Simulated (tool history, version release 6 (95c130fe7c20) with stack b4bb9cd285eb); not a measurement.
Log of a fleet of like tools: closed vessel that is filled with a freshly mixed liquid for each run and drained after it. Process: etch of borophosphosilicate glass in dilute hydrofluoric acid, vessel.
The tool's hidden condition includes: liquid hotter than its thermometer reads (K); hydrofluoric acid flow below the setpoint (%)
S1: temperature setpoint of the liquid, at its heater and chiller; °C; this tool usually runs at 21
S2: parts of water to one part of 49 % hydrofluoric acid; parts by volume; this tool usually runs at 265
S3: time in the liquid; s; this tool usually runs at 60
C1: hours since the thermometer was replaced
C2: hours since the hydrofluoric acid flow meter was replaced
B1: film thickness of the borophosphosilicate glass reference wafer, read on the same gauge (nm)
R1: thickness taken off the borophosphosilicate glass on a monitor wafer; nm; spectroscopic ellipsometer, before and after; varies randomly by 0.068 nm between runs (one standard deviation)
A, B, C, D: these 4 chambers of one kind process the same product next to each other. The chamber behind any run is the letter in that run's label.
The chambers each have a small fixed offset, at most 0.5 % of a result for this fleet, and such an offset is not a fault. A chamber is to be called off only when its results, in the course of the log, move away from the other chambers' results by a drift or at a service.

run	hour	S1	S2	S3	C1	C2	B1	R1
1B	14.0	21	265	60	250.1	1144.5	50.001	9.0253
2D	24.6	21	265	60	253.3	639.5	49.974	8.8582
3C	32.3	21	265	60	820.1	1125.7	50.014	8.9951
4A	44.1	21	265	60	189.4	1531.3	50.013	9.1192
5C	52.1	21	265	60	839.9	1145.5	50.004	9.0302
6B	61.2	21	265	60	297.3	1191.7	50.012	8.8232
7A	71.9	21	265	60	217.2	1559.1	49.986	8.9786
8D	79.5	21	265	60	308.2	694.4	49.987	9.1710
9A	87.7	23	265	80	233.0	1574.9	50.006	12.9660
10D	95.3	23	265	80	324.0	710.2	49.983	13.0710
11C	108.7	23	265	80	896.5	1202.1	50.014	13.0100
12B	120.8	23	265	80	356.9	1251.3	50.014	12.9920
13A	134.2	21	265	60	279.5	1621.4	50.009	9.0353
14B	142.3	17	265	60	378.4	1272.8	50.018	7.6680
15D	150.7	17	265	60	379.4	765.6	50.005	8.0246
# hour 162.0: chamber D: hydrofluoric acid flow meter replaced
16C	164.2	17	265	60	952.0	1257.6	50.023	7.7911
17D	171.3	17	265	60	400.0	9.3	49.993	8.0213
18C	181.3	21	265	90	969.1	1274.7	49.985	13.3730
19B	193.6	21	265	90	429.7	1324.1	50.007	13.3590
20A	202.6	21	265	90	347.9	1689.8	49.996	13.5450
21A	216.4	21	265	90	361.7	1703.6	49.997	13.5940
22B	229.2	21	265	60	465.3	1359.7	50.000	9.0280
23D	240.8	21	265	60	469.5	78.8	50.000	9.4851
24C	247.3	17	265	45	1035.1	1340.7	50.003	5.8583
25D	256.7	17	265	45	485.4	94.7	50.007	6.1369
26C	267.8	17	265	45	1055.6	1361.2	50.017	5.8211
27B	279.6	17	265	45	515.7	1410.1	49.999	5.6661
28A	292.7	21	265	75	438.0	1779.9	50.002	11.2240
29A	300.8	21	265	75	446.1	1788.0	49.973	11.2310
# hour 307.4: chamber B: hydrofluoric acid flow meter replaced
30B	314.4	21	265	75	550.5	7.0	50.006	11.2650
31D	328.2	21	265	75	556.9	166.2	50.007	11.9860

Which is it: a chamber that has drifted or been left off by a service, a gauge drift common to all chambers, or only each chamber's usual small offset? If a chamber is off, name it and its likeliest cause.

One chamber, D, drifts off from the rest bit by bit.
Likeliest cause: liquid hotter than its thermometer reads (K) = 1.94.

Below are 4 candidate recipes for chamber D's next run, each the usual settings with a change, their results shown as question marks. Which of them brings D's results back in line with what the other chambers give on the usual settings?
Maximum distance from the other chambers' mean on the usual settings for a result to count as in line: R1 0.2400 nm
32D-1	338.4	21	270	60				?
32D-2	338.4	21	250	60				?
32D-3	338.4	19	265	60				?
32D-4	338.4	21	260	60				?

Average result of the remaining chambers running the usual settings: R1 9.0034 nm
run	R1
32D-1	9.4637
32D-2	10.4330
32D-3	9.0184
32D-4	9.9285
With 32D-3, the chamber falls back in line with the rest.
